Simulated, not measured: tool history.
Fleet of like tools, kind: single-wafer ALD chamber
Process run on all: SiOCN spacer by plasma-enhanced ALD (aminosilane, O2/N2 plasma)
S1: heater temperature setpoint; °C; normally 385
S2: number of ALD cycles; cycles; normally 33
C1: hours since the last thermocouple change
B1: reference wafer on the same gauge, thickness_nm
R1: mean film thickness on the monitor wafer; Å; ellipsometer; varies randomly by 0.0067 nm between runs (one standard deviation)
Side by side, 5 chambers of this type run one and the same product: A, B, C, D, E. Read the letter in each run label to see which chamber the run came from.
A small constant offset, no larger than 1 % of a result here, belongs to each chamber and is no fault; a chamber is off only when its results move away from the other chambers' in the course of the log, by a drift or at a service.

run   hour   S1  S2      C1      B1      R1
       8.8  -- chamber E: thermocouple changed; heater temperature recalibrated
 1A   10.3  385  33  1882.0  1.7005  19.842
 2C   22.3  385  33   485.0  1.7004  19.846
 3E   28.8  385  33    20.0  1.6978  19.705
 4D   39.1  385  33  1294.4  1.7013  19.745
 5B   50.5  385  33  1039.9  1.6997  20.057
 6B   57.5  385  33  1046.9  1.7007  19.922
 7E   63.1  385  38    54.3  1.7015  22.740
 8D   73.6  385  38  1328.9  1.6999  22.800
 9A   80.1  385  38  1951.8  1.7001  22.805
10C   85.7  385  38   548.4  1.6984  22.860
11C   97.7  385  38   560.4  1.7005  22.731
12E  106.8  385  33    98.0  1.6992  19.705
13D  116.3  385  33  1371.6  1.7013  19.782
14A  122.0  385  33  1993.7  1.7007  19.834
15B  132.6  385  33  1122.0  1.6996  20.217
16A  141.8  385  33  2013.5  1.6996  19.853
17C  152.8  385  33   615.5  1.7001  19.679
18E  163.2  385  33   154.4  1.6999  19.580
19B  174.4  385  33  1163.8  1.7015  19.997
20D  182.5  379  33  1437.8  1.6994  19.704
21C  190.4  379  33   653.1  1.7007  19.647
22D  199.4  379  33  1454.7  1.6978  19.747
23A  205.3  379  33  2077.0  1.6989  19.734
24B  215.0  379  33  1204.4  1.7002  20.192
25E  223.9  385  33   215.1  1.6992  19.727
26E  231.9  385  33   223.1  1.6997  19.811
27D  237.8  385  33  1493.1  1.6994  19.833
28A  248.6  385  33  2120.3  1.6990  19.856
29B  254.4  385  33  1243.8  1.7010  19.922
30C  265.1  395  33   727.8  1.6993  19.701
31B  276.9  395  33  1266.3  1.6995  20.086
32E  287.3  395  33   278.5  1.7010  19.749
     297.1  -- chamber D: thermocouple changed; heater temperature recalibrated
33D  297.9  395  33     0.8  1.6995  19.721
34C  310.0  395  33   772.7  1.6994  19.628
35A  319.0  385  33  2190.7  1.7008  19.871
36E  326.8  385  33   318.0  1.6990  19.820
37B  338.9  385  33  1328.3  1.7005  20.095
38A  350.1  385  33  2221.8  1.6992  19.868

Does one chamber stand apart from the rest, does the shared gauge drift, or is all well apart from small per-chamber offsets? Give the chamber and the most likely cause, where there is one.

Nothing is wrong: each chamber keeps only its own small, steady offset and the gauge holds still.
